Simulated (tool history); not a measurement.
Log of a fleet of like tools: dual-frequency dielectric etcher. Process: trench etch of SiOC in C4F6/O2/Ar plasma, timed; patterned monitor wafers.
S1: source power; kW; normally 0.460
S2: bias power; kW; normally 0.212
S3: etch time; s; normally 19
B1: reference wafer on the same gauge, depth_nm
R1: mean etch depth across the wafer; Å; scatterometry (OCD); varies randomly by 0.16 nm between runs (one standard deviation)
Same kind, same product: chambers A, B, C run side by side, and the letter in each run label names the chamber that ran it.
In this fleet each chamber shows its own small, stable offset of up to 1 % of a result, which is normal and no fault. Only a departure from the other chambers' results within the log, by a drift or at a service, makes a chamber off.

Run 1A, hour 4.6: usual settings; B1 37.523. Result: R1 439.67 Å.
Run 2C, hour 8.2: usual settings; B1 37.511. Result: R1 433.88 Å.
Run 3B, hour 10.2: usual settings; B1 37.509. Result: R1 438.52 Å.
Run 4C, hour 13.4: usual settings; B1 37.534. Result: R1 439.50 Å.
Run 5B, hour 17.8: usual settings; B1 37.492. Result: R1 437.85 Å.
Run 6A, hour 21.1: usual settings; B1 37.481. Result: R1 438.72 Å.
Run 7B, hour 24.1: usual settings; B1 37.494. Result: R1 438.44 Å.
Run 8C, hour 26.4: usual settings; B1 37.532. Result: R1 437.71 Å.
Run 9A, hour 28.5: usual settings; B1 37.509. Result: R1 440.66 Å.
Run 10B, hour 31.0: usual settings; B1 37.507. Result: R1 436.33 Å.
Run 11C, hour 33.3: usual settings; B1 37.519. Result: R1 434.78 Å.
Run 12A, hour 37.1: usual settings; B1 37.512. Result: R1 442.19 Å.
Run 13C, hour 40.5: usual settings; B1 37.547. Result: R1 439.27 Å.
Run 14A, hour 45.1: usual settings; B1 37.484. Result: R1 447.17 Å.
Run 15B, hour 49.0: usual settings; B1 37.475. Result: R1 438.15 Å.
Run 16B, hour 51.7: usual settings; B1 37.485. Result: R1 435.49 Å.
Run 17A, hour 55.8: usual settings; B1 37.521. Result: R1 446.38 Å.
Run 18C, hour 58.4: usual settings; B1 37.483. Result: R1 436.58 Å.
Run 19A, hour 62.4: usual settings; B1 37.487. Result: R1 454.56 Å.
Run 20C, hour 64.4: usual settings; B1 37.496. Result: R1 437.49 Å.
Run 21B, hour 68.8: usual settings; B1 37.508. Result: R1 433.03 Å.
Run 22B, hour 71.3: usual settings; B1 37.494. Result: R1 436.16 Å.

For the next run the whole fleet of 3 chambers uses the same settings. Give each chamber's results:
Run 23A, hour 74.6: usual settings but S2 0.166 kW. Result: R1 ?.
Run 23B, hour 74.6: usual settings but S2 0.166 kW. Result: R1 ?.
Run 23C, hour 74.6: usual settings but S2 0.166 kW. Result: R1 ?.

run      R1
23A  424.50
23B  404.43
23C  403.65
